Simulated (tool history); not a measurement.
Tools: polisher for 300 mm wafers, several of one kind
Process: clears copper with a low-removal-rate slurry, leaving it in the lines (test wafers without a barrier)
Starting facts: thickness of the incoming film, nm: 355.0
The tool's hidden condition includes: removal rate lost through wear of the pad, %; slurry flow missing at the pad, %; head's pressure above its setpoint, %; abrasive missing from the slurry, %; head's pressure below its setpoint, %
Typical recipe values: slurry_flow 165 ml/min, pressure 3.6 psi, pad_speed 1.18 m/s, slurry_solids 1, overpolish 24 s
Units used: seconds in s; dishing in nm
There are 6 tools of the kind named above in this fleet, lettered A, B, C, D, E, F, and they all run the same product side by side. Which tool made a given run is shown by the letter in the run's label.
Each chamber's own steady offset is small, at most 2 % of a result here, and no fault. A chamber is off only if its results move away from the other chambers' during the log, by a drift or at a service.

| run | hour | slurry_flow | pressure | pad_speed | slurry_solids | overpolish | wafers polished on this pad | hours since the slurry nozzle was cleaned | hours since the head pressure was calibrated | hours since the slurry blender was calibrated | seconds | dishing |
|---|---|---|---|---|---|---|---|---|---|---|---|---|
|  | 4.3 | chamber F: worn pad replaced by a new one |
| 1C | 7.2 | 165 | 3.6 | 1.18 | 1 | 24 | 363 | 150.7 | 453.0 | 20.2 | 86.469 | 61.100 |
|  | 12.7 | chamber B: head pressure recalibrated |
| 2A | 14.0 | 165 | 3.6 | 1.18 | 1 | 24 | 712 | 506.7 | 604.8 | 198.4 | 86.467 | 62.762 |
|  | 18.6 | chamber D: worn pad replaced by a new one |
| 3B | 22.8 | 165 | 3.6 | 1.18 | 1 | 24 | 244 | 728.0 | 10.1 | 251.2 | 85.614 | 61.275 |
| 4F | 27.1 | 165 | 3.6 | 1.18 | 1 | 24 | 196 | 528.8 | 409.8 | 360.2 | 86.874 | 59.863 |
|  | 34.0 | chamber F: slurry blender recalibrated |
| 5D | 34.3 | 165 | 3.6 | 1.18 | 1 | 24 | 135 | 356.4 | 130.8 | 124.6 | 84.826 | 61.350 |
|  | 36.5 | chamber A: worn pad replaced by a new one |
|  | 41.4 | chamber F: slurry nozzle cleaned |
| 6E | 41.7 | 165 | 3.6 | 1.06 | 1 | 24 | 663 | 626.7 | 331.6 | 176.5 | 95.745 | 54.804 |
| 7A | 47.8 | 165 | 3.6 | 1.06 | 1 | 24 | 97 | 540.5 | 638.6 | 232.2 | 95.664 | 56.119 |
| 8D | 51.8 | 165 | 3.6 | 1.06 | 1 | 24 | 286 | 373.9 | 148.3 | 142.1 | 95.321 | 54.755 |
| 9F | 56.9 | 165 | 3.6 | 1.06 | 1 | 24 | 453 | 15.5 | 439.6 | 23.0 | 97.234 | 52.961 |
|  | 62.8 | chamber B: worn pad replaced by a new one |
| 10E | 64.1 | 165 | 3.6 | 1.06 | 1 | 24 | 856 | 649.1 | 354.0 | 198.9 | 94.583 | 56.209 |
|  | 69.7 | chamber D: slurry blender recalibrated |
|  | 70.4 | chamber D: worn pad replaced by a new one |
| 11C | 73.0 | 165 | 3.6 | 1.06 | 1 | 24 | 929 | 216.5 | 518.8 | 86.0 | 97.061 | 55.742 |
|  | 77.1 | chamber F: worn pad replaced by a new one |
| 12B | 78.1 | 165 | 3.6 | 1.00 | 1 | 24 | 132 | 783.3 | 65.4 | 306.5 | 103.220 | 52.970 |
|  | 81.9 | chamber F: head pressure recalibrated |
|  | 85.0 | chamber A: slurry blender recalibrated |
| 13D | 85.9 | 165 | 3.6 | 1.00 | 1 | 24 | 133 | 408.0 | 182.4 | 16.3 | 100.390 | 52.248 |
| 14A | 91.3 | 165 | 3.6 | 1.00 | 1 | 24 | 472 | 584.0 | 682.1 | 6.3 | 101.880 | 54.628 |
| 15E | 98.6 | 165 | 3.6 | 1.00 | 1 | 24 | 1153 | 683.6 | 388.5 | 233.4 | 103.860 | 52.830 |
|  | 99.1 | chamber B: slurry blender recalibrated |
|  | 102.8 | chamber C: worn pad replaced by a new one |
| 16C | 102.9 | 165 | 3.6 | 1.00 | 1 | 24 | 0 | 246.4 | 548.7 | 115.9 | 102.730 | 53.273 |
| 17F | 108.4 | 165 | 3.6 | 1.00 | 1 | 24 | 269 | 67.0 | 26.5 | 74.5 | 103.350 | 53.248 |
|  | 111.3 | chamber E: slurry nozzle cleaned |
| 18B | 114.9 | 165 | 3.6 | 1.18 | 1 | 24 | 449 | 820.1 | 102.2 | 15.9 | 87.630 | 59.456 |
| 19C | 123.2 | 165 | 3.6 | 1.18 | 1 | 24 | 175 | 266.7 | 569.0 | 136.2 | 87.238 | 59.088 |
|  | 123.5 | chamber E: head pressure recalibrated |
| 20B | 127.8 | 165 | 3.6 | 1.18 | 1 | 24 | 560 | 833.0 | 115.1 | 28.8 | 85.551 | 60.246 |
|  | 129.6 | chamber B: worn pad replaced by a new one |
| 21A | 132.6 | 165 | 3.6 | 1.18 | 1 | 24 | 828 | 625.3 | 723.4 | 47.6 | 86.542 | 60.965 |
|  | 139.0 | chamber D: worn pad replaced by a new one |
| 22F | 139.8 | 165 | 3.6 | 1.18 | 1 | 24 | 540 | 98.4 | 57.9 | 105.9 | 85.882 | 61.680 |
|  | 140.3 | chamber A: worn pad replaced by a new one |
| 23E | 145.8 | 165 | 3.6 | 1.18 | 1 | 24 | 1559 | 34.5 | 22.4 | 280.6 | 85.196 | 57.584 |
|  | 148.8 | chamber F: worn pad replaced by a new one |
|  | 148.9 | chamber C: head pressure recalibrated |
| 24D | 154.6 | 165 | 3.6 | 1.18 | 1 | 24 | 134 | 476.7 | 251.1 | 85.0 | 87.179 | 60.099 |
|  | 158.2 | chamber E: worn pad replaced by a new one |
| 25B | 159.7 | 165 | 3.6 | 0.98 | 1 | 24 | 259 | 864.9 | 147.0 | 60.7 | 105.500 | 53.996 |
| 26A | 166.2 | 165 | 3.6 | 0.98 | 1 | 24 | 223 | 658.9 | 757.0 | 81.2 | 104.170 | 51.628 |
| 27C | 170.5 | 165 | 3.6 | 0.98 | 1 | 24 | 583 | 314.0 | 21.7 | 183.5 | 104.230 | 53.000 |
| 28F | 174.6 | 165 | 3.6 | 0.98 | 1 | 24 | 222 | 133.2 | 92.7 | 140.7 | 101.620 | 52.619 |
| 29D | 178.6 | 165 | 3.6 | 0.98 | 1 | 24 | 341 | 500.7 | 275.1 | 109.0 | 109.950 | 48.927 |
| 30E | 186.8 | 165 | 3.6 | 0.98 | 1 | 24 | 246 | 75.5 | 63.4 | 321.6 | 103.130 | 53.420 |
|  | 189.7 | chamber E: slurry blender recalibrated |
|  | 193.9 | chamber B: worn pad replaced by a new one |
| 31D | 195.5 | 165 | 3.6 | 1.18 | 1 | 24 | 486 | 517.6 | 292.0 | 125.9 | 89.610 | 58.058 |
|  | 201.1 | chamber B: slurry nozzle cleaned |
|  | 203.3 | chamber D: worn pad replaced by a new one |
| 32B | 203.5 | 165 | 3.6 | 1.18 | 1 | 24 | 82 | 2.5 | 190.8 | 104.5 | 86.719 | 61.630 |
|  | 209.8 | chamber F: worn pad replaced by a new one |
| 33C | 210.2 | 165 | 3.6 | 1.18 | 1 | 24 | 925 | 353.7 | 61.4 | 223.2 | 86.405 | 60.715 |
| 34F | 218.9 | 165 | 3.6 | 1.18 | 1 | 24 | 79 | 177.5 | 137.0 | 185.0 | 85.987 | 58.614 |
| 35A | 223.9 | 165 | 2.4 | 1.18 | 1 | 15 | 720 | 716.6 | 814.7 | 138.9 | 128.110 | 29.116 |
|  | 231.5 | chamber A: slurry nozzle cleaned |
| 36E | 232.2 | 165 | 2.4 | 1.18 | 1 | 15 | 637 | 120.9 | 108.8 | 42.5 | 127.330 | 28.412 |
|  | 235.9 | chamber D: slurry blender recalibrated |
| 37A | 238.4 | 165 | 2.4 | 1.18 | 1 | 15 | 845 | 6.9 | 829.2 | 153.4 | 130.740 | 28.397 |
|  | 244.6 | chamber C: slurry blender recalibrated |
| 38D | 246.3 | 165 | 2.4 | 1.18 | 1 | 15 | 370 | 568.4 | 342.8 | 10.5 | 139.100 | 26.749 |
| 39C | 251.1 | 165 | 2.4 | 1.18 | 1 | 15 | 1277 | 394.6 | 102.3 | 6.6 | 129.290 | 29.081 |
| 40B | 255.5 | 165 | 2.4 | 1.18 | 1 | 15 | 530 | 54.5 | 242.8 | 156.5 | 129.980 | 27.998 |
| 41E | 260.7 | 165 | 3.6 | 1.18 | 1 | 24 | 883 | 149.4 | 137.3 | 71.0 | 85.334 | 62.159 |

The same settings go to every chamber for the next run, one line per chamber below. Forecast the results for each:
| 42A | 267.1 | 110 | 3.6 | 1.18 | 1 | 24 |  |  |  |  | ? | ? |
| 42B | 267.1 | 110 | 3.6 | 1.18 | 1 | 24 |  |  |  |  | ? | ? |
| 42C | 267.1 | 110 | 3.6 | 1.18 | 1 | 24 |  |  |  |  | ? | ? |
| 42D | 267.1 | 110 | 3.6 | 1.18 | 1 | 24 |  |  |  |  | ? | ? |
| 42E | 267.1 | 110 | 3.6 | 1.18 | 1 | 24 |  |  |  |  | ? | ? |
| 42F | 267.1 | 110 | 3.6 | 1.18 | 1 | 24 |  |  |  |  | ? | ? |

| run | seconds | dishing |
|---|---|---|
| 42A | 92.708 | 58.609 |
| 42B | 92.409 | 56.799 |
| 42C | 92.965 | 59.949 |
| 42D | 106.590 | 52.373 |
| 42E | 92.315 | 58.701 |
| 42F | 93.106 | 57.424 |
